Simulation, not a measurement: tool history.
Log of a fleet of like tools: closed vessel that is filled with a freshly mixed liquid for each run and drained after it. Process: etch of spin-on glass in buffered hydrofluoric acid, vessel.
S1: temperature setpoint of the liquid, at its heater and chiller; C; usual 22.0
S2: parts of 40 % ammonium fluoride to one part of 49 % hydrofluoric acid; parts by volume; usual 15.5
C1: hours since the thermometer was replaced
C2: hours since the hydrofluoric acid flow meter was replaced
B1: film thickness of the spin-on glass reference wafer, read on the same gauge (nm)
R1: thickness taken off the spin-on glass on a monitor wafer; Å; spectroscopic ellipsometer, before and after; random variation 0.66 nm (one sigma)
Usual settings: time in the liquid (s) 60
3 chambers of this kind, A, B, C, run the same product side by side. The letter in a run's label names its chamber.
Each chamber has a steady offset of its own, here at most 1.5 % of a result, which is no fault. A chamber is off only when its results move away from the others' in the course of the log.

Run 1A, hour 3.9: usual settings; C1 224.3; C2 1523.4; B1 69.977. Result: R1 648.17 Å.
Run 2C, hour 6.9: usual settings; C1 258.1; C2 1990.7; B1 70.011. Result: R1 649.86 Å.
Run 3B, hour 11.0: usual settings; C1 1436.4; C2 1322.8; B1 69.965. Result: R1 660.39 Å.
Run 4A, hour 15.6: usual settings; C1 236.0; C2 1535.1; B1 69.998. Result: R1 647.07 Å.
Run 5C, hour 18.7: usual settings; C1 269.9; C2 2002.5; B1 70.029. Result: R1 664.57 Å.
Run 6B, hour 23.0: usual settings; C1 1448.4; C2 1334.8; B1 69.965. Result: R1 662.99 Å.
Run 7B, hour 26.9: usual settings; C1 1452.3; C2 1338.7; B1 70.000. Result: R1 662.51 Å.
Run 8C, hour 30.8: usual settings; C1 282.0; C2 2014.6; B1 69.999. Result: R1 657.44 Å.
Run 9A, hour 35.0: usual settings; C1 255.4; C2 1554.5; B1 70.034. Result: R1 649.27 Å.
Run 10C, hour 39.1: usual settings but S1 24.0 C; C1 290.3; C2 2022.9; B1 70.017. Result: R1 730.88 Å.
Run 11A, hour 43.5: usual settings but S1 24.0 C; C1 263.9; C2 1563.0; B1 70.010. Result: R1 745.05 Å.
Run 12B, hour 49.6: usual settings but S1 24.0 C; C1 1475.0; C2 1361.4; B1 70.005. Result: R1 737.65 Å.
Run 13B, hour 55.4: usual settings; C1 1480.8; C2 1367.2; B1 70.020. Result: R1 670.89 Å.
Run 14C, hour 60.9: usual settings; C1 312.1; C2 2044.7; B1 69.997. Result: R1 660.58 Å.
Run 15A, hour 64.7: usual settings but S1 24.5 C, S2 12.5 parts by volume; C1 285.1; C2 1584.2; B1 70.024. Result: R1 935.96 Å.
Run 16B, hour 69.4: usual settings but S1 24.5 C, S2 12.5 parts by volume; C1 1494.8; C2 1381.2; B1 70.037. Result: R1 951.90 Å.
Run 17A, hour 76.1: usual settings but S1 24.5 C, S2 12.5 parts by volume; C1 296.5; C2 1595.6; B1 70.027. Result: R1 914.45 Å.
Run 18C, hour 81.2: usual settings; C1 332.4; C2 2065.0; B1 70.002. Result: R1 652.03 Å.
Run 19B, hour 85.5: usual settings; C1 1510.9; C2 1397.3; B1 69.997. Result: R1 664.38 Å.
Run 20C, hour 91.8: usual settings; C1 343.0; C2 2075.6; B1 70.005. Result: R1 645.75 Å.
Run 21A, hour 97.3: usual settings but S1 24.5 C, time in the liquid (s) 70; C1 317.7; C2 1616.8; B1 70.023. Result: R1 878.03 Å.
Run 22C, hour 101.6: usual settings but S1 24.5 C, time in the liquid (s) 70; C1 352.8; C2 2085.4; B1 70.002. Result: R1 889.28 Å.
Run 23B, hour 107.8: usual settings but S1 24.5 C, time in the liquid (s) 70; C1 1533.2; C2 1419.6; B1 69.990. Result: R1 894.60 Å.
Run 24A, hour 114.7: usual settings; C1 335.1; C2 1634.2; B1 70.002. Result: R1 658.19 Å.
Run 25A, hour 119.1: usual settings; C1 339.5; C2 1638.6; B1 69.997. Result: R1 651.37 Å.
Run 26C, hour 122.2: usual settings; C1 373.4; C2 2106.0; B1 70.028. Result: R1 640.87 Å.
Run 27B, hour 126.0: usual settings; C1 1551.4; C2 1437.8; B1 69.978. Result: R1 674.34 Å.
Run 28B, hour 132.2: usual settings; C1 1557.6; C2 1444.0; B1 69.985. Result: R1 674.85 Å.
Run 29C, hour 138.6: usual settings; C1 389.8; C2 2122.4; B1 69.972. Result: R1 647.32 Å.
Run 30A, hour 144.7: usual settings; C1 365.1; C2 1664.2; B1 69.977. Result: R1 653.01 Å.
Run 31A, hour 148.9: usual settings; C1 369.3; C2 1668.4; B1 70.039. Result: R1 655.73 Å.
Run 32C, hour 152.9: usual settings; C1 404.1; C2 2136.7; B1 69.998. Result: R1 645.09 Å.
Run 33B, hour 158.3: usual settings; C1 1583.7; C2 1470.1; B1 70.017. Result: R1 681.84 Å.
Run 34B, hour 164.3: usual settings; C1 1589.7; C2 1476.1; B1 70.012. Result: R1 685.71 Å.
Run 35C, hour 168.9: usual settings but S1 17.5 C, S2 13.5 parts by volume; C1 420.1; C2 2152.7; B1 70.010. Result: R1 581.92 Å.
Run 36A, hour 173.0: usual settings but S1 17.5 C, S2 13.5 parts by volume; C1 393.4; C2 1692.5; B1 69.984. Result: R1 574.21 Å.
Run 37C, hour 177.0: usual settings but S1 17.5 C, S2 13.5 parts by volume; C1 428.2; C2 2160.8; B1 70.000. Result: R1 584.98 Å.
At hour 177.1: chamber B: hydrofluoric acid flow meter replaced.
Run 38A, hour 182.0: usual settings; C1 402.4; C2 1701.5; B1 69.980. Result: R1 651.09 Å.
Run 39B, hour 185.6: usual settings; C1 1611.0; C2 8.6; B1 70.009. Result: R1 694.85 Å.
Run 40B, hour 191.3: usual settings; C1 1616.7; C2 14.3; B1 69.976. Result: R1 690.00 Å.

All 3 chambers run these settings next. Forecast each chamber's results:
Run 41A, hour 196.2: usual settings. Result: R1 ?.
Run 41B, hour 196.2: usual settings. Result: R1 ?.
Run 41C, hour 196.2: usual settings. Result: R1 ?.

run      R1
41A  655.74
41B  697.43
41C  654.78

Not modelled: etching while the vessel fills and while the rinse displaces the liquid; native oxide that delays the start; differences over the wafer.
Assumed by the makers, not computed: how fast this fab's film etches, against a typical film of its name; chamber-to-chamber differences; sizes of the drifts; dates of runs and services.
